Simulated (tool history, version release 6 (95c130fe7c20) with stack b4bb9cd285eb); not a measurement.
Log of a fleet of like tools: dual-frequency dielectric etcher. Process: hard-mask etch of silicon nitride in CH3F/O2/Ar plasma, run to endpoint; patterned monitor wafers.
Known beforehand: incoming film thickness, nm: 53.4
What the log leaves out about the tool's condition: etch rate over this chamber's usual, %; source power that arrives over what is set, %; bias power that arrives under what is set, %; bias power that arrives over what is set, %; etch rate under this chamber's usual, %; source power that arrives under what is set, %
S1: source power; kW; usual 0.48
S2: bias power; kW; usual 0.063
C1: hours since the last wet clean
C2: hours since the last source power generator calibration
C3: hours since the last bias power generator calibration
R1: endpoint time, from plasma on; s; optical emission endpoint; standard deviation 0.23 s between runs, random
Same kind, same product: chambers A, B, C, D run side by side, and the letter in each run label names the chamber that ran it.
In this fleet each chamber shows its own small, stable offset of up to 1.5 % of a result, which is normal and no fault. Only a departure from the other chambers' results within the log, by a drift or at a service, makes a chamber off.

{"run": "1B", "hour": 3.4, "S1": 0.48, "S2": 0.063, "C1": 57.4, "C2": 3407.2, "C3": 3314.9, "R1": 74.944}
{"run": "2C", "hour": 6.6, "S1": 0.48, "S2": 0.063, "C1": 24.8, "C2": 1088, "C3": 175.7, "R1": 76.414}
{"run": "3A", "hour": 11.6, "S1": 0.48, "S2": 0.063, "C1": 145.6, "C2": 2775.3, "C3": 3010.3, "R1": 75.691}
{"run": "4D", "hour": 16.1, "S1": 0.48, "S2": 0.063, "C1": 581.4, "C2": 714.5, "C3": 224.6, "R1": 75.228}
{"run": "5C", "hour": 19.8, "S1": 0.48, "S2": 0.063, "C1": 38, "C2": 1101.2, "C3": 188.9, "R1": 76.286}
{"run": "6B", "hour": 23.1, "S1": 0.48, "S2": 0.063, "C1": 77.1, "C2": 3426.9, "C3": 3334.6, "R1": 74.945}
{"run": "7A", "hour": 27.5, "S1": 0.48, "S2": 0.063, "C1": 161.5, "C2": 2791.2, "C3": 3026.2, "R1": 75.362}
{"run": "8D", "hour": 32.7, "S1": 0.48, "S2": 0.063, "C1": 598, "C2": 731.1, "C3": 241.2, "R1": 75.134}
{"run": "9C", "hour": 37.1, "S1": 0.48, "S2": 0.063, "C1": 55.3, "C2": 1118.5, "C3": 206.2, "R1": 76.203}
{"run": "10B", "hour": 43.6, "S1": 0.48, "S2": 0.063, "C1": 97.6, "C2": 3447.4, "C3": 3355.1, "R1": 74.972}
{"run": "11D", "hour": 47.1, "S1": 0.48, "S2": 0.063, "C1": 612.4, "C2": 745.5, "C3": 255.6, "R1": 75.076}
{"hour": 49.5, "done": "chamber D: wet clean of the chamber"}
{"run": "12A", "hour": 52.4, "S1": 0.48, "S2": 0.063, "C1": 186.4, "C2": 2816.1, "C3": 3051.1, "R1": 75.591}
{"run": "13D", "hour": 55.3, "S1": 0.48, "S2": 0.063, "C1": 5.8, "C2": 753.7, "C3": 263.8, "R1": 78.035}
{"run": "14C", "hour": 61.6, "S1": 0.38, "S2": 0.048, "C1": 79.8, "C2": 1143, "C3": 230.7, "R1": 91.231}
{"hour": 62.2, "done": "chamber B: source power generator calibrated"}
{"run": "15A", "hour": 65.7, "S1": 0.38, "S2": 0.048, "C1": 199.7, "C2": 2829.4, "C3": 3064.4, "R1": 90.07}
{"run": "16B", "hour": 70.1, "S1": 0.38, "S2": 0.048, "C1": 124.1, "C2": 8, "C3": 3381.6, "R1": 89.833}
{"run": "17A", "hour": 73.4, "S1": 0.38, "S2": 0.048, "C1": 207.4, "C2": 2837.1, "C3": 3072.1, "R1": 90.343}
{"run": "18D", "hour": 76.6, "S1": 0.48, "S2": 0.063, "C1": 27.1, "C2": 775, "C3": 285.1, "R1": 77.839}
{"run": "19B", "hour": 83.1, "S1": 0.48, "S2": 0.063, "C1": 137.1, "C2": 21, "C3": 3394.6, "R1": 75.102}
{"run": "20C", "hour": 88.3, "S1": 0.48, "S2": 0.063, "C1": 106.5, "C2": 1169.7, "C3": 257.4, "R1": 75.945}
{"run": "21C", "hour": 93.8, "S1": 0.48, "S2": 0.063, "C1": 112, "C2": 1175.2, "C3": 262.9, "R1": 76.59}
{"run": "22B", "hour": 97.9, "S1": 0.48, "S2": 0.063, "C1": 151.9, "C2": 35.8, "C3": 3409.4, "R1": 74.902}
{"run": "23D", "hour": 102.5, "S1": 0.48, "S2": 0.063, "C1": 53, "C2": 800.9, "C3": 311, "R1": 78.029}
{"run": "24A", "hour": 106.9, "S1": 0.48, "S2": 0.063, "C1": 240.9, "C2": 2870.6, "C3": 3105.6, "R1": 75.73}
{"run": "25A", "hour": 111.7, "S1": 0.48, "S2": 0.063, "C1": 245.7, "C2": 2875.4, "C3": 3110.4, "R1": 75.752}

Next, all 4 chambers run the settings below, one line each with question marks for the results. What does each chamber give?
{"run": "26A", "hour": 116.5, "S1": 0.55, "S2": 0.063, "R1": "?"}
{"run": "26B", "hour": 116.5, "S1": 0.55, "S2": 0.063, "R1": "?"}
{"run": "26C", "hour": 116.5, "S1": 0.55, "S2": 0.063, "R1": "?"}
{"run": "26D", "hour": 116.5, "S1": 0.55, "S2": 0.063, "R1": "?"}

run=26A R1=71.801
run=26B R1=71.057
run=26C R1=72.702
run=26D R1=74.02

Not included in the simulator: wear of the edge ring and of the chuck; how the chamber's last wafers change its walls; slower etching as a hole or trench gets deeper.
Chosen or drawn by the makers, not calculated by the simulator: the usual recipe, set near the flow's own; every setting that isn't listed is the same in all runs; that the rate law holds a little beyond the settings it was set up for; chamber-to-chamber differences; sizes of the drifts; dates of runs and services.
